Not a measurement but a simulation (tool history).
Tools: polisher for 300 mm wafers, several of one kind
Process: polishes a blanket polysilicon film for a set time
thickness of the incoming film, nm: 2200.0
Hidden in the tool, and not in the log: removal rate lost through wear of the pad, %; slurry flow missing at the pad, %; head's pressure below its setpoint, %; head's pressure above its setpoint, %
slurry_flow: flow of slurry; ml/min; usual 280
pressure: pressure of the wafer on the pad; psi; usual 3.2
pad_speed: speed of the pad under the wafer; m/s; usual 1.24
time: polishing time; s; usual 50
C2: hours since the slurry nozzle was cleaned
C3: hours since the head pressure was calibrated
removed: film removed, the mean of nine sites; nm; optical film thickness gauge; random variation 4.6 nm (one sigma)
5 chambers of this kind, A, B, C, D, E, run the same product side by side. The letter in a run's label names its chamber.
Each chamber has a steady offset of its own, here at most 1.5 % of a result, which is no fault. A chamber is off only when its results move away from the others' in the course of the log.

{"run": "1E", "hour": 9.9, "slurry_flow": 280, "pressure": 3.2, "pad_speed": 1.24, "time": 50, "wafers polished on this pad": 385, "C2": 201.9, "C3": 298.4, "removed": 484.39}
{"hour": 13.5, "done": "chamber C: worn pad replaced by a new one"}
{"run": "2D", "hour": 19.6, "slurry_flow": 280, "pressure": 3.2, "pad_speed": 1.24, "time": 50, "wafers polished on this pad": 821, "C2": 88.3, "C3": 404.9, "removed": 487.93}
{"run": "3C", "hour": 29.1, "slurry_flow": 280, "pressure": 3.2, "pad_speed": 1.24, "time": 50, "wafers polished on this pad": 202, "C2": 544.5, "C3": 803.5, "removed": 480.22}
{"hour": 34.3, "done": "chamber A: worn pad replaced by a new one"}
{"hour": 36.2, "done": "chamber D: worn pad replaced by a new one"}
{"run": "4A", "hour": 42.1, "slurry_flow": 280, "pressure": 3.2, "pad_speed": 1.24, "time": 50, "wafers polished on this pad": 101, "C2": 309.6, "C3": 441.7, "removed": 468.93}
{"hour": 42.8, "done": "chamber B: head pressure recalibrated"}
{"run": "5B", "hour": 55.2, "slurry_flow": 280, "pressure": 3.2, "pad_speed": 1.24, "time": 50, "wafers polished on this pad": 750, "C2": 200.6, "C3": 12.4, "removed": 476.79}
{"hour": 62.0, "done": "chamber B: worn pad replaced by a new one"}
{"run": "6D", "hour": 63.3, "slurry_flow": 280, "pressure": 3.2, "pad_speed": 1.24, "time": 50, "wafers polished on this pad": 350, "C2": 132, "C3": 448.6, "removed": 484.03}
{"hour": 70.3, "done": "chamber E: worn pad replaced by a new one"}
{"run": "7B", "hour": 73.0, "slurry_flow": 280, "pressure": 3.2, "pad_speed": 1.24, "time": 50, "wafers polished on this pad": 142, "C2": 218.4, "C3": 30.2, "removed": 481.91}
{"run": "8A", "hour": 79.8, "slurry_flow": 280, "pressure": 3.2, "pad_speed": 1.24, "time": 50, "wafers polished on this pad": 589, "C2": 347.3, "C3": 479.4, "removed": 474.44}
{"hour": 87.8, "done": "chamber C: worn pad replaced by a new one"}
{"run": "9C", "hour": 93.4, "slurry_flow": 280, "pressure": 3.2, "pad_speed": 1.24, "time": 50, "wafers polished on this pad": 73, "C2": 608.8, "C3": 867.8, "removed": 483.83}
{"run": "10E", "hour": 100.8, "slurry_flow": 280, "pressure": 3.2, "pad_speed": 1.24, "time": 50, "wafers polished on this pad": 394, "C2": 292.8, "C3": 389.3, "removed": 479.8}
{"run": "11A", "hour": 114.4, "slurry_flow": 215, "pressure": 3.2, "pad_speed": 1.24, "time": 50, "wafers polished on this pad": 1036, "C2": 381.9, "C3": 514, "removed": 464.28}
{"hour": 121.1, "done": "chamber B: slurry nozzle cleaned"}
{"hour": 121.2, "done": "chamber D: worn pad replaced by a new one"}
{"run": "12E", "hour": 122.1, "slurry_flow": 215, "pressure": 3.2, "pad_speed": 1.24, "time": 50, "wafers polished on this pad": 670, "C2": 314.1, "C3": 410.6, "removed": 467.62}
{"hour": 126.0, "done": "chamber A: worn pad replaced by a new one"}
{"hour": 128.7, "done": "chamber B: worn pad replaced by a new one"}
{"run": "13B", "hour": 132.6, "slurry_flow": 215, "pressure": 3.2, "pad_speed": 1.24, "time": 50, "wafers polished on this pad": 50, "C2": 11.5, "C3": 89.8, "removed": 464.41}
{"run": "14D", "hour": 141.5, "slurry_flow": 215, "pressure": 3.2, "pad_speed": 1.24, "time": 50, "wafers polished on this pad": 262, "C2": 210.2, "C3": 526.8, "removed": 468.19}
{"hour": 150.6, "done": "chamber A: slurry nozzle cleaned"}
{"run": "15C", "hour": 151.5, "slurry_flow": 215, "pressure": 3.2, "pad_speed": 1.24, "time": 50, "wafers polished on this pad": 824, "C2": 666.9, "C3": 925.9, "removed": 458.26}
{"run": "16A", "hour": 160.6, "slurry_flow": 280, "pressure": 3.2, "pad_speed": 1.24, "time": 50, "wafers polished on this pad": 447, "C2": 10.1, "C3": 560.2, "removed": 481.24}
{"hour": 169.2, "done": "chamber C: worn pad replaced by a new one"}
{"hour": 172.8, "done": "chamber E: worn pad replaced by a new one"}
{"run": "17D", "hour": 174.1, "slurry_flow": 280, "pressure": 3.2, "pad_speed": 1.24, "time": 50, "wafers polished on this pad": 684, "C2": 242.8, "C3": 559.4, "removed": 484.95}
{"run": "18E", "hour": 182.8, "slurry_flow": 280, "pressure": 3.2, "pad_speed": 1.24, "time": 50, "wafers polished on this pad": 130, "C2": 374.8, "C3": 471.3, "removed": 478.09}
{"run": "19C", "hour": 192.6, "slurry_flow": 280, "pressure": 3.2, "pad_speed": 1.24, "time": 50, "wafers polished on this pad": 303, "C2": 708, "C3": 967, "removed": 480.82}
{"hour": 199.2, "done": "chamber D: worn pad replaced by a new one"}
{"hour": 200.1, "done": "chamber B: worn pad replaced by a new one"}
{"hour": 203.4, "done": "chamber A: worn pad replaced by a new one"}
{"hour": 205.5, "done": "chamber A: head pressure recalibrated"}
{"run": "20B", "hour": 205.6, "slurry_flow": 280, "pressure": 3.2, "pad_speed": 1.1, "time": 50, "wafers polished on this pad": 71, "C2": 84.5, "C3": 162.8, "removed": 422.35}
{"hour": 207.9, "done": "chamber C: head pressure recalibrated"}
{"run": "21A", "hour": 217.9, "slurry_flow": 280, "pressure": 3.2, "pad_speed": 1.1, "time": 50, "wafers polished on this pad": 188, "C2": 67.4, "C3": 12.4, "removed": 421.71}
{"run": "22D", "hour": 224.1, "slurry_flow": 280, "pressure": 3.2, "pad_speed": 1.1, "time": 50, "wafers polished on this pad": 322, "C2": 292.8, "C3": 609.4, "removed": 427.95}
{"run": "23C", "hour": 235.9, "slurry_flow": 280, "pressure": 3.2, "pad_speed": 1.1, "time": 50, "wafers polished on this pad": 863, "C2": 751.3, "C3": 28, "removed": 439.91}
{"hour": 241.1, "done": "chamber C: worn pad replaced by a new one"}
{"run": "24B", "hour": 246.0, "slurry_flow": 280, "pressure": 3.2, "pad_speed": 1.1, "time": 50, "wafers polished on this pad": 594, "C2": 124.9, "C3": 203.2, "removed": 421.91}
{"run": "25E", "hour": 257.7, "slurry_flow": 280, "pressure": 3.2, "pad_speed": 1.24, "time": 50, "wafers polished on this pad": 1098, "C2": 449.7, "C3": 546.2, "removed": 480.72}
{"hour": 264.3, "done": "chamber E: worn pad replaced by a new one"}
{"run": "26E", "hour": 264.5, "slurry_flow": 280, "pressure": 3.2, "pad_speed": 1.24, "time": 50, "wafers polished on this pad": 3, "C2": 456.5, "C3": 553, "removed": 482.13}
{"hour": 265.6, "done": "chamber B: worn pad replaced by a new one"}
{"run": "27C", "hour": 277.1, "slurry_flow": 280, "pressure": 3.2, "pad_speed": 1.24, "time": 50, "wafers polished on this pad": 466, "C2": 792.5, "C3": 69.2, "removed": 505.15}
{"hour": 280.8, "done": "chamber D: worn pad replaced by a new one"}
{"run": "28D", "hour": 290.1, "slurry_flow": 280, "pressure": 3.2, "pad_speed": 1.24, "time": 50, "wafers polished on this pad": 121, "C2": 358.8, "C3": 675.4, "removed": 482.48}
{"hour": 293.5, "done": "chamber A: worn pad replaced by a new one"}
{"run": "29A", "hour": 296.9, "slurry_flow": 250, "pressure": 3.2, "pad_speed": 1.42, "time": 50, "wafers polished on this pad": 44, "C2": 146.4, "C3": 91.4, "removed": 555.28}
{"run": "30B", "hour": 303.2, "slurry_flow": 250, "pressure": 3.2, "pad_speed": 1.42, "time": 50, "wafers polished on this pad": 487, "C2": 182.1, "C3": 260.4, "removed": 549.42}
{"hour": 305.8, "done": "chamber D: slurry nozzle cleaned"}
{"hour": 309.6, "done": "chamber C: worn pad replaced by a new one"}
{"run": "31C", "hour": 312.2, "slurry_flow": 250, "pressure": 3.2, "pad_speed": 1.42, "time": 50, "wafers polished on this pad": 34, "C2": 827.6, "C3": 104.3, "removed": 581.69}
{"run": "32D", "hour": 322.0, "slurry_flow": 250, "pressure": 3.2, "pad_speed": 1.42, "time": 50, "wafers polished on this pad": 533, "C2": 16.3, "C3": 707.3, "removed": 552.22}
{"run": "33E", "hour": 333.8, "slurry_flow": 250, "pressure": 3.2, "pad_speed": 1.42, "time": 50, "wafers polished on this pad": 899, "C2": 525.8, "C3": 622.3, "removed": 558.97}
{"hour": 338.2, "done": "chamber B: worn pad replaced by a new one"}
{"run": "34B", "hour": 340.5, "slurry_flow": 280, "pressure": 3.2, "pad_speed": 1.24, "time": 50, "wafers polished on this pad": 29, "C2": 219.4, "C3": 297.7, "removed": 491.48}
{"run": "35A", "hour": 347.7, "slurry_flow": 280, "pressure": 3.2, "pad_speed": 1.24, "time": 50, "wafers polished on this pad": 700, "C2": 197.2, "C3": 142.2, "removed": 474.99}
{"run": "36D", "hour": 355.9, "slurry_flow": 280, "pressure": 3.2, "pad_speed": 1.24, "time": 50, "wafers polished on this pad": 971, "C2": 50.2, "C3": 741.2, "removed": 480.72}
{"run": "37C", "hour": 363.9, "slurry_flow": 280, "pressure": 3.2, "pad_speed": 1.24, "time": 50, "wafers polished on this pad": 702, "C2": 879.3, "C3": 156, "removed": 506.67}

All 5 chambers run these settings next. Forecast each chamber's results:
{"run": "38A", "hour": 373.9, "slurry_flow": 380, "pressure": 3.2, "pad_speed": 1.24, "time": 50, "removed": "?"}
{"run": "38B", "hour": 373.9, "slurry_flow": 380, "pressure": 3.2, "pad_speed": 1.24, "time": 50, "removed": "?"}
{"run": "38C", "hour": 373.9, "slurry_flow": 380, "pressure": 3.2, "pad_speed": 1.24, "time": 50, "removed": "?"}
{"run": "38D", "hour": 373.9, "slurry_flow": 380, "pressure": 3.2, "pad_speed": 1.24, "time": 50, "removed": "?"}
{"run": "38E", "hour": 373.9, "slurry_flow": 380, "pressure": 3.2, "pad_speed": 1.24, "time": 50, "removed": "?"}

run=38A removed=485.1
run=38B removed=486.72
run=38C removed=518.76
run=38D removed=498.94
run=38E removed=491.13

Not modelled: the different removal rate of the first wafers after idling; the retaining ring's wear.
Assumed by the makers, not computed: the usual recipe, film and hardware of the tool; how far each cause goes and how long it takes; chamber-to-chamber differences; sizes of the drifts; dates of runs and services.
